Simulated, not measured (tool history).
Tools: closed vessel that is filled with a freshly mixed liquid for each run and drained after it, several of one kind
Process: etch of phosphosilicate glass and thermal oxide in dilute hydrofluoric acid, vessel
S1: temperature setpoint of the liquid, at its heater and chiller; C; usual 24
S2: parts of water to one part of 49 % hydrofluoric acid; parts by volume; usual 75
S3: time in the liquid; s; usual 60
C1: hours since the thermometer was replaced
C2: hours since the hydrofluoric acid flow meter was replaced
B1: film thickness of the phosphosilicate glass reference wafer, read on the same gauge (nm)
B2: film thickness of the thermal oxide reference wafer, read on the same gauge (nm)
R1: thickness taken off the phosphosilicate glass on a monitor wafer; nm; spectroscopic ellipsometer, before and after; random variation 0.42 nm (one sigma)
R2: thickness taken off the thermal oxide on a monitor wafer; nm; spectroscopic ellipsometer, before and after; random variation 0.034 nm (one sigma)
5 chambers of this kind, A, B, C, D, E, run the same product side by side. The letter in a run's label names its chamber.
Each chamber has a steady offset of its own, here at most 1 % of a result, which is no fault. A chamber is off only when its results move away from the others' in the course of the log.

run 1E hour=12.5 | S1=24 S2=75 S3=60 | C1=1705.6 C2=416 | B1=139.99 B2=89.964 | R1=55.93 R2=3.589
run 2B hour=23.9 | S1=24 S2=75 S3=60 | C1=723.6 C2=819.4 | B1=140 B2=89.989 | R1=55.94 R2=3.6105
-- hour=31.1 chamber A: thermometer replaced
run 3D hour=35.2 | S1=24 S2=75 S3=60 | C1=1365.1 C2=887.5 | B1=139.99 B2=90.01 | R1=56.858 R2=3.6556
run 4A hour=44.2 | S1=24 S2=75 S3=60 | C1=13.2 C2=400.5 | B1=140.02 B2=89.996 | R1=56.03 R2=3.6833
run 5C hour=51 | S1=21 S2=75 S3=60 | C1=542.9 C2=731.3 | B1=140.01 B2=90.003 | R1=50.045 R2=3.2417
-- hour=54 chamber B: hydrofluoric acid flow meter replaced
run 6A hour=57.9 | S1=21 S2=75 S3=60 | C1=26.9 C2=414.2 | B1=139.99 B2=90.001 | R1=49.219 R2=3.2008
run 7C hour=69 | S1=21 S2=75 S3=60 | C1=560.9 C2=749.3 | B1=140.01 B2=90.002 | R1=49.896 R2=3.2529
-- hour=69.9 chamber D: hydrofluoric acid flow meter replaced
run 8D hour=75.1 | S1=21 S2=75 S3=60 | C1=1405 C2=5.3 | B1=140 B2=90.026 | R1=50.049 R2=3.2271
run 9E hour=81.4 | S1=21 S2=75 S3=60 | C1=1774.5 C2=484.9 | B1=139.99 B2=89.983 | R1=49.979 R2=3.2683
run 10B hour=90.6 | S1=24 S2=75 S3=60 | C1=790.3 C2=36.6 | B1=139.99 B2=89.998 | R1=56.651 R2=3.7593
run 11B hour=103.1 | S1=22 S2=90 S3=60 | C1=802.8 C2=49.1 | B1=140 B2=90.011 | R1=42.863 R2=2.7978
run 12E hour=109.4 | S1=22 S2=90 S3=60 | C1=1802.5 C2=512.9 | B1=140.01 B2=89.993 | R1=41.942 R2=2.7247
run 13A hour=119.9 | S1=22 S2=90 S3=60 | C1=88.9 C2=476.2 | B1=140.01 B2=89.997 | R1=42.49 R2=2.7722
run 14D hour=125.8 | S1=22 S2=90 S3=60 | C1=1455.7 C2=56 | B1=140.02 B2=90.017 | R1=42.287 R2=2.7752
run 15C hour=136.5 | S1=22 S2=90 S3=60 | C1=628.4 C2=816.8 | B1=140 B2=90 | R1=43.01 R2=2.8012
run 16D hour=149.3 | S1=24 S2=75 S3=60 | C1=1479.2 C2=79.5 | B1=140 B2=89.999 | R1=56.28 R2=3.6375
run 17B hour=155.9 | S1=24 S2=75 S3=60 | C1=855.6 C2=101.9 | B1=140.01 B2=89.988 | R1=56.007 R2=3.6992
run 18A hour=162 | S1=24 S2=75 S3=60 | C1=131 C2=518.3 | B1=140 B2=89.984 | R1=56.359 R2=3.6703
run 19E hour=168.8 | S1=21 S2=35 S3=60 | C1=1861.9 C2=572.3 | B1=139.97 B2=89.988 | R1=112.77 R2=7.294
run 20C hour=179.8 | S1=21 S2=35 S3=60 | C1=671.7 C2=860.1 | B1=139.97 B2=90.024 | R1=109.85 R2=7.2449
run 21E hour=191.5 | S1=21 S2=35 S3=60 | C1=1884.6 C2=595 | B1=140 B2=90.003 | R1=113.58 R2=7.286
run 22B hour=204.5 | S1=21 S2=35 S3=60 | C1=904.2 C2=150.5 | B1=140 B2=89.953 | R1=111.66 R2=7.2318
run 23C hour=215 | S1=21 S2=35 S3=60 | C1=706.9 C2=895.3 | B1=140.02 B2=89.993 | R1=110.52 R2=7.2459
run 24A hour=225.2 | S1=24 S2=75 S3=60 | C1=194.2 C2=581.5 | B1=140 B2=89.986 | R1=55.678 R2=3.6523
run 25D hour=238.7 | S1=24 S2=75 S3=60 | C1=1568.6 C2=168.9 | B1=139.99 B2=90.007 | R1=56.513 R2=3.6284
-- hour=242.1 chamber C: hydrofluoric acid flow meter replaced
run 26B hour=249.6 | S1=24 S2=75 S3=60 | C1=949.3 C2=195.6 | B1=140 B2=89.998 | R1=56.71 R2=3.6843
run 27A hour=256.5 | S1=24 S2=75 S3=60 | C1=225.5 C2=612.8 | B1=140 B2=89.981 | R1=55.817 R2=3.6527
run 28E hour=268.6 | S1=24 S2=75 S3=60 | C1=1961.7 C2=672.1 | B1=140 B2=90.019 | R1=56.889 R2=3.6058
run 29D hour=275.5 | S1=28 S2=75 S3=30 | C1=1605.4 C2=205.7 | B1=139.99 B2=89.987 | R1=33.329 R2=2.1308
run 30C hour=285.3 | S1=28 S2=75 S3=30 | C1=777.2 C2=43.2 | B1=140.01 B2=89.989 | R1=32.696 R2=2.1853
run 31D hour=295.3 | S1=28 S2=75 S3=30 | C1=1625.2 C2=225.5 | B1=140.02 B2=89.999 | R1=33.3 R2=2.1462

All 5 chambers run these settings next. Forecast each chamber's results:
run 32A hour=305.1 | S1=24 S2=75 S3=60 | R1=? R2=?
run 32B hour=305.1 | S1=24 S2=75 S3=60 | R1=? R2=?
run 32C hour=305.1 | S1=24 S2=75 S3=60 | R1=? R2=?
run 32D hour=305.1 | S1=24 S2=75 S3=60 | R1=? R2=?
run 32E hour=305.1 | S1=24 S2=75 S3=60 | R1=? R2=?

run=32A R1=56.053 R2=3.6486
run=32B R1=55.099 R2=3.6187
run=32C R1=56.447 R2=3.7022
run=32D R1=56.896 R2=3.6893
run=32E R1=56.1 R2=3.6695
